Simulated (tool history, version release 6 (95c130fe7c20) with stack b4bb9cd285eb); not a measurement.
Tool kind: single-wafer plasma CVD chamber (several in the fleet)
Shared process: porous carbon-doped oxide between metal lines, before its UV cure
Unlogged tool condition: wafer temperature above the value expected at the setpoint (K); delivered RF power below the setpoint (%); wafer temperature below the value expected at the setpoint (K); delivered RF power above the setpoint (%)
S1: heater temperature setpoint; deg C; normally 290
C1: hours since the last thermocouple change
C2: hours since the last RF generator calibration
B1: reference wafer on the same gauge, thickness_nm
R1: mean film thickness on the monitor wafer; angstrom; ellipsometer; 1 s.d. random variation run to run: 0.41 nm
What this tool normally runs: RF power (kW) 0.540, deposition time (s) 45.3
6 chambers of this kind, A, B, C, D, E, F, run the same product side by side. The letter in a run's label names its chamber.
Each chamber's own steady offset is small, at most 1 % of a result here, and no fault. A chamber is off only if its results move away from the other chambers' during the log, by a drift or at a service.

{"run": "1F", "hour": 11.5, "S1": 290, "RF power (kW)": 0.54, "deposition time (s)": 45.3, "C1": 1883.0, "C2": 99.6, "B1": 250.94, "R1": 2711.5}
{"run": "2A", "hour": 22.8, "S1": 290, "RF power (kW)": 0.54, "deposition time (s)": 45.3, "C1": 1288.5, "C2": 1599.4, "B1": 250.84, "R1": 2703.0}
{"run": "3D", "hour": 37.0, "S1": 290, "RF power (kW)": 0.54, "deposition time (s)": 45.3, "C1": 63.7, "C2": 1888.9, "B1": 250.87, "R1": 2699.0}
{"run": "4B", "hour": 43.6, "S1": 290, "RF power (kW)": 0.54, "deposition time (s)": 45.3, "C1": 152.8, "C2": 1055.4, "B1": 250.82, "R1": 2706.4}
{"run": "5E", "hour": 52.8, "S1": 290, "RF power (kW)": 0.54, "deposition time (s)": 45.3, "C1": 412.7, "C2": 985.1, "B1": 250.8, "R1": 2698.2}
{"run": "6C", "hour": 67.2, "S1": 290, "RF power (kW)": 0.54, "deposition time (s)": 45.3, "C1": 2197.8, "C2": 1081.7, "B1": 250.75, "R1": 2672.4}
{"hour": 70.3, "done": "chamber D: RF generator calibrated"}
{"run": "7F", "hour": 80.5, "S1": 290, "RF power (kW)": 0.54, "deposition time (s)": 45.3, "C1": 1952.0, "C2": 168.6, "B1": 250.76, "R1": 2707.8}
{"run": "8A", "hour": 88.9, "S1": 278, "RF power (kW)": 0.54, "deposition time (s)": 45.3, "C1": 1354.6, "C2": 1665.5, "B1": 250.64, "R1": 2900.3}
{"run": "9C", "hour": 96.5, "S1": 278, "RF power (kW)": 0.54, "deposition time (s)": 45.3, "C1": 2227.1, "C2": 1111.0, "B1": 250.78, "R1": 2885.4}
{"run": "10E", "hour": 110.0, "S1": 278, "RF power (kW)": 0.54, "deposition time (s)": 45.3, "C1": 469.9, "C2": 1042.3, "B1": 250.64, "R1": 2899.2}
{"hour": 118.7, "done": "chamber A: thermocouple changed; heater temperature recalibrated"}
{"run": "11B", "hour": 124.1, "S1": 278, "RF power (kW)": 0.54, "deposition time (s)": 45.3, "C1": 233.3, "C2": 1135.9, "B1": 250.55, "R1": 2911.1}
{"run": "12D", "hour": 132.0, "S1": 278, "RF power (kW)": 0.54, "deposition time (s)": 45.3, "C1": 158.7, "C2": 61.8, "B1": 250.51, "R1": 2911.4}
{"run": "13C", "hour": 140.2, "S1": 278, "RF power (kW)": 0.54, "deposition time (s)": 45.3, "C1": 2270.8, "C2": 1154.7, "B1": 250.52, "R1": 2882.5}
{"run": "14B", "hour": 154.1, "S1": 290, "RF power (kW)": 0.54, "deposition time (s)": 45.3, "C1": 263.3, "C2": 1165.9, "B1": 250.47, "R1": 2700.1}
{"run": "15A", "hour": 160.5, "S1": 290, "RF power (kW)": 0.54, "deposition time (s)": 45.3, "C1": 41.8, "C2": 1737.1, "B1": 250.51, "R1": 2686.2}
{"run": "16E", "hour": 170.2, "S1": 277, "RF power (kW)": 0.63, "deposition time (s)": 45.3, "C1": 530.1, "C2": 1102.5, "B1": 250.36, "R1": 3240.9}
{"run": "17F", "hour": 181.2, "S1": 277, "RF power (kW)": 0.63, "deposition time (s)": 45.3, "C1": 2052.7, "C2": 269.3, "B1": 250.3, "R1": 3256.6}
{"run": "18D", "hour": 194.1, "S1": 277, "RF power (kW)": 0.63, "deposition time (s)": 45.3, "C1": 220.8, "C2": 123.9, "B1": 250.37, "R1": 3236.6}
{"hour": 194.9, "done": "chamber C: RF generator calibrated"}
{"run": "19F", "hour": 202.6, "S1": 277, "RF power (kW)": 0.63, "deposition time (s)": 45.3, "C1": 2074.1, "C2": 290.7, "B1": 250.27, "R1": 3261.7}
{"hour": 211.1, "done": "chamber F: thermocouple changed; heater temperature recalibrated"}
{"run": "20A", "hour": 212.2, "S1": 277, "RF power (kW)": 0.63, "deposition time (s)": 45.3, "C1": 93.5, "C2": 1788.8, "B1": 250.25, "R1": 3232.6}
{"run": "21C", "hour": 222.0, "S1": 277, "RF power (kW)": 0.63, "deposition time (s)": 45.3, "C1": 2352.6, "C2": 27.1, "B1": 250.23, "R1": 3201.8}
{"run": "22D", "hour": 231.9, "S1": 277, "RF power (kW)": 0.5, "deposition time (s)": 45.3, "C1": 258.6, "C2": 161.7, "B1": 250.26, "R1": 2785.0}
{"run": "23E", "hour": 244.1, "S1": 277, "RF power (kW)": 0.5, "deposition time (s)": 45.3, "C1": 604.0, "C2": 1176.4, "B1": 250.24, "R1": 2773.2}
{"run": "24B", "hour": 253.4, "S1": 277, "RF power (kW)": 0.5, "deposition time (s)": 45.3, "C1": 362.6, "C2": 1265.2, "B1": 250.08, "R1": 2777.9}
{"run": "25A", "hour": 262.6, "S1": 277, "RF power (kW)": 0.5, "deposition time (s)": 45.3, "C1": 143.9, "C2": 1839.2, "B1": 249.99, "R1": 2774.8}
{"run": "26B", "hour": 276.5, "S1": 277, "RF power (kW)": 0.5, "deposition time (s)": 45.3, "C1": 385.7, "C2": 1288.3, "B1": 249.96, "R1": 2765.8}
{"run": "27E", "hour": 283.8, "S1": 277, "RF power (kW)": 0.5, "deposition time (s)": 45.3, "C1": 643.7, "C2": 1216.1, "B1": 250.09, "R1": 2765.8}
{"run": "28D", "hour": 298.3, "S1": 285, "RF power (kW)": 0.54, "deposition time (s)": 52.5, "C1": 325.0, "C2": 228.1, "B1": 249.97, "R1": 3215.2}
{"run": "29F", "hour": 307.9, "S1": 285, "RF power (kW)": 0.54, "deposition time (s)": 52.5, "C1": 96.9, "C2": 396.0, "B1": 250.01, "R1": 3224.7}
{"run": "30C", "hour": 319.3, "S1": 285, "RF power (kW)": 0.54, "deposition time (s)": 52.5, "C1": 2449.9, "C2": 124.4, "B1": 249.91, "R1": 3169.4}
{"run": "31C", "hour": 326.9, "S1": 285, "RF power (kW)": 0.54, "deposition time (s)": 52.5, "C1": 2457.5, "C2": 132.0, "B1": 249.97, "R1": 3180.8}
{"run": "32B", "hour": 333.7, "S1": 285, "RF power (kW)": 0.54, "deposition time (s)": 52.5, "C1": 442.9, "C2": 1345.5, "B1": 249.95, "R1": 3216.4}
{"run": "33E", "hour": 346.8, "S1": 285, "RF power (kW)": 0.54, "deposition time (s)": 52.5, "C1": 706.7, "C2": 1279.1, "B1": 249.87, "R1": 3199.8}
{"hour": 347.8, "done": "chamber E: RF generator calibrated"}
{"run": "34A", "hour": 361.0, "S1": 290, "RF power (kW)": 0.54, "deposition time (s)": 45.3, "C1": 242.3, "C2": 1937.6, "B1": 249.86, "R1": 2678.1}
{"run": "35D", "hour": 371.4, "S1": 290, "RF power (kW)": 0.54, "deposition time (s)": 45.3, "C1": 398.1, "C2": 301.2, "B1": 249.78, "R1": 2683.4}
{"run": "36F", "hour": 382.2, "S1": 290, "RF power (kW)": 0.54, "deposition time (s)": 39.3, "C1": 171.2, "C2": 470.3, "B1": 249.76, "R1": 2349.3}
{"run": "37B", "hour": 395.2, "S1": 290, "RF power (kW)": 0.54, "deposition time (s)": 39.3, "C1": 504.4, "C2": 1407.0, "B1": 249.73, "R1": 2351.5}
{"run": "38C", "hour": 402.4, "S1": 290, "RF power (kW)": 0.54, "deposition time (s)": 39.3, "C1": 2533.0, "C2": 207.5, "B1": 249.67, "R1": 2320.9}
{"run": "39A", "hour": 411.8, "S1": 290, "RF power (kW)": 0.54, "deposition time (s)": 39.3, "C1": 293.1, "C2": 1988.4, "B1": 249.61, "R1": 2332.1}
{"run": "40F", "hour": 421.4, "S1": 290, "RF power (kW)": 0.54, "deposition time (s)": 39.3, "C1": 210.4, "C2": 509.5, "B1": 249.47, "R1": 2351.4}
{"run": "41E", "hour": 430.5, "S1": 290, "RF power (kW)": 0.54, "deposition time (s)": 39.3, "C1": 790.4, "C2": 82.8, "B1": 249.63, "R1": 2332.4}
{"run": "42D", "hour": 437.5, "S1": 290, "RF power (kW)": 0.54, "deposition time (s)": 45.3, "C1": 464.2, "C2": 367.3, "B1": 249.48, "R1": 2686.2}
{"run": "43E", "hour": 447.0, "S1": 290, "RF power (kW)": 0.54, "deposition time (s)": 45.3, "C1": 806.9, "C2": 99.3, "B1": 249.47, "R1": 2671.4}
{"run": "44D", "hour": 459.8, "S1": 290, "RF power (kW)": 0.54, "deposition time (s)": 45.3, "C1": 486.5, "C2": 389.6, "B1": 249.52, "R1": 2689.2}

Each of the 6 chambers runs these same settings next. Fill in every chamber's results:
{"run": "45A", "hour": 470.4, "S1": 290, "RF power (kW)": 0.54, "deposition time (s)": 45.3, "R1": "?"}
{"run": "45B", "hour": 470.4, "S1": 290, "RF power (kW)": 0.54, "deposition time (s)": 45.3, "R1": "?"}
{"run": "45C", "hour": 470.4, "S1": 290, "RF power (kW)": 0.54, "deposition time (s)": 45.3, "R1": "?"}
{"run": "45D", "hour": 470.4, "S1": 290, "RF power (kW)": 0.54, "deposition time (s)": 45.3, "R1": "?"}
{"run": "45E", "hour": 470.4, "S1": 290, "RF power (kW)": 0.54, "deposition time (s)": 45.3, "R1": "?"}
{"run": "45F", "hour": 470.4, "S1": 290, "RF power (kW)": 0.54, "deposition time (s)": 45.3, "R1": "?"}

run=45A R1=2676.8
run=45B R1=2692.7
run=45C R1=2663.1
run=45D R1=2683.2
run=45E R1=2684.2
run=45F R1=2705.3
